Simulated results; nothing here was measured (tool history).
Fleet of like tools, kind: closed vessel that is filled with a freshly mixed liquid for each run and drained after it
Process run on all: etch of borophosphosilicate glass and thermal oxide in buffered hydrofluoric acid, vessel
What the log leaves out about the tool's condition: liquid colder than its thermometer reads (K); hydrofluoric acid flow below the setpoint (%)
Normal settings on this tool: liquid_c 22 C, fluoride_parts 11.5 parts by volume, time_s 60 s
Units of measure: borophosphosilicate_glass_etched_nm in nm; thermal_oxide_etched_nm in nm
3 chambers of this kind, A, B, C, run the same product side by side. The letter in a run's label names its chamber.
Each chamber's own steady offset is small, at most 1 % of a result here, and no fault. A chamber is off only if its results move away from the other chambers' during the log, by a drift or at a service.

| run | hour | liquid_c | fluoride_parts | time_s | hours since the thermometer was replaced | hours since the hydrofluoric acid flow meter was replaced | read-back film thickness of the borophosphosilicate glass reference wafer, read on the same gauge (nm) | read-back film thickness of the thermal oxide reference wafer, read on the same gauge (nm) | borophosphosilicate_glass_etched_nm | thermal_oxide_etched_nm |
|---|---|---|---|---|---|---|---|---|---|---|
| 1B | 12 | 22 | 11.5 | 60 | 1481.9 | 999 | 59.988 | 130.02 | 68.224 | 56.551 |
| 2A | 21.4 | 22 | 11.5 | 60 | 1993.8 | 600.4 | 59.984 | 129.98 | 69.024 | 55.208 |
| 3C | 34 | 22 | 11.5 | 60 | 109.7 | 1496.5 | 59.965 | 129.99 | 69.023 | 56.719 |
| 4B | 40.8 | 22 | 11.5 | 60 | 1510.7 | 1027.8 | 59.997 | 130.01 | 68.284 | 55.573 |
| 5A | 52.9 | 22 | 9.5 | 60 | 2025.3 | 631.9 | 60.019 | 129.98 | 81.815 | 66.049 |
| 6C | 59.9 | 22 | 9.5 | 60 | 135.6 | 1522.4 | 60.035 | 130.01 | 81.934 | 66.961 |
| 7C | 70.9 | 22 | 9.5 | 60 | 146.6 | 1533.4 | 59.986 | 130.05 | 81.731 | 66.656 |
| 8B | 76.9 | 22 | 11.5 | 60 | 1546.8 | 1063.9 | 59.984 | 129.98 | 68.352 | 56.954 |
| 9A | 82.3 | 22 | 11.5 | 60 | 2054.7 | 661.3 | 60.006 | 129.99 | 69.38 | 56.408 |
| 10B | 94.6 | 22 | 11.5 | 60 | 1564.5 | 1081.6 | 60.027 | 129.96 | 68.199 | 55.991 |
|  | 100.9 | chamber A: thermometer replaced |
| 11C | 105 | 22 | 9 | 80 | 180.7 | 1567.5 | 60 | 130 | 111.61 | 91.097 |
| 12A | 112.4 | 22 | 9 | 80 | 11.6 | 691.4 | 60.025 | 130 | 113.62 | 92.101 |
| 13B | 121.1 | 22 | 9 | 80 | 1591 | 1108.1 | 59.967 | 129.96 | 112.15 | 91.963 |
| 14C | 129.1 | 22 | 11.5 | 60 | 204.8 | 1591.6 | 60.019 | 129.99 | 68.713 | 56.081 |
| 15A | 141.5 | 22 | 11.5 | 60 | 40.7 | 720.5 | 59.975 | 130.01 | 69.197 | 56.494 |
| 16C | 152.4 | 22 | 11.5 | 60 | 228.1 | 1614.9 | 59.995 | 129.97 | 68.527 | 56.636 |
| 17B | 162.7 | 22 | 11.5 | 60 | 1632.6 | 1149.7 | 60.009 | 130.03 | 68.169 | 56.088 |
| 18A | 175 | 22 | 11.5 | 60 | 74.2 | 754 | 59.988 | 130.01 | 69.432 | 56.014 |
| 19C | 184.4 | 18.5 | 14.5 | 60 | 260.1 | 1646.9 | 59.987 | 130.02 | 45.178 | 36.917 |
| 20A | 195.5 | 18.5 | 14.5 | 60 | 94.7 | 774.5 | 60.032 | 129.99 | 44.856 | 36.351 |
| 21B | 201.8 | 18.5 | 14.5 | 60 | 1671.7 | 1188.8 | 59.989 | 130 | 44.614 | 36.637 |
| 22B | 210.4 | 22 | 11.5 | 60 | 1680.3 | 1197.4 | 59.996 | 129.95 | 68.24 | 55.767 |
| 23C | 217.5 | 22 | 11.5 | 60 | 293.2 | 1680 | 60.01 | 130 | 68.682 | 55.59 |
| 24A | 222.9 | 22 | 11.5 | 60 | 122.1 | 801.9 | 59.994 | 130.07 | 69.533 | 55.604 |
| 25C | 230.6 | 22 | 11.5 | 60 | 306.3 | 1693.1 | 60.007 | 129.98 | 68.747 | 56.133 |
| 26B | 236.1 | 22 | 11.5 | 60 | 1706 | 1223.1 | 60.065 | 130.02 | 68.423 | 56.763 |
| 27A | 242.2 | 22 | 9.5 | 60 | 141.4 | 821.2 | 59.967 | 129.98 | 82.58 | 66.007 |
| 28C | 251.1 | 22 | 9.5 | 60 | 326.8 | 1713.6 | 59.994 | 129.99 | 81.899 | 66.414 |
| 29B | 263.1 | 22 | 9.5 | 60 | 1733 | 1250.1 | 59.979 | 129.95 | 81.475 | 66.892 |
| 30A | 270.1 | 22 | 11.5 | 60 | 169.3 | 849.1 | 59.977 | 130.02 | 69.156 | 56.485 |
|  | 274.6 | chamber B: hydrofluoric acid flow meter replaced |
| 31B | 282.2 | 22 | 11.5 | 60 | 1752.1 | 7.7 | 59.995 | 129.96 | 68.218 | 56.762 |
| 32A | 294.5 | 22 | 7.5 | 70 | 193.7 | 873.5 | 59.994 | 130.02 | 122.15 | 97.572 |
| 33C | 301.6 | 22 | 7.5 | 70 | 377.3 | 1764.1 | 60.011 | 130.08 | 120.01 | 97.112 |
| 34C | 312.8 | 22 | 7.5 | 70 | 388.5 | 1775.3 | 59.975 | 130.01 | 120.65 | 97.85 |
| 35B | 324.9 | 22 | 11.5 | 60 | 1794.8 | 50.4 | 60.005 | 130 | 68.393 | 55.287 |
| 36A | 335.6 | 22 | 11.5 | 60 | 234.8 | 914.6 | 60.036 | 129.97 | 69.347 | 56.802 |
| 37C | 341.9 | 26.5 | 14.5 | 60 | 417.6 | 1804.4 | 59.983 | 129.99 | 70.001 | 57.828 |
| 38A | 350.5 | 26.5 | 14.5 | 60 | 249.7 | 929.5 | 60.047 | 129.99 | 70.423 | 56.971 |
|  | 360.8 | chamber B: thermometer replaced |
| 39B | 361.2 | 26.5 | 14.5 | 60 | 0.5 | 86.7 | 59.997 | 130.05 | 69.178 | 57.181 |

The same settings go to every chamber for the next run, one line per chamber below. Forecast the results for each:
| 40A | 370.3 | 22 | 7.5 | 60 |  |  |  |  | ? | ? |
| 40B | 370.3 | 22 | 7.5 | 60 |  |  |  |  | ? | ? |
| 40C | 370.3 | 22 | 7.5 | 60 |  |  |  |  | ? | ? |

| run | borophosphosilicate_glass_etched_nm | thermal_oxide_etched_nm |
|---|---|---|
| 40A | 104.47 | 86.107 |
| 40B | 103.37 | 84.661 |
| 40C | 103.01 | 81.61 |

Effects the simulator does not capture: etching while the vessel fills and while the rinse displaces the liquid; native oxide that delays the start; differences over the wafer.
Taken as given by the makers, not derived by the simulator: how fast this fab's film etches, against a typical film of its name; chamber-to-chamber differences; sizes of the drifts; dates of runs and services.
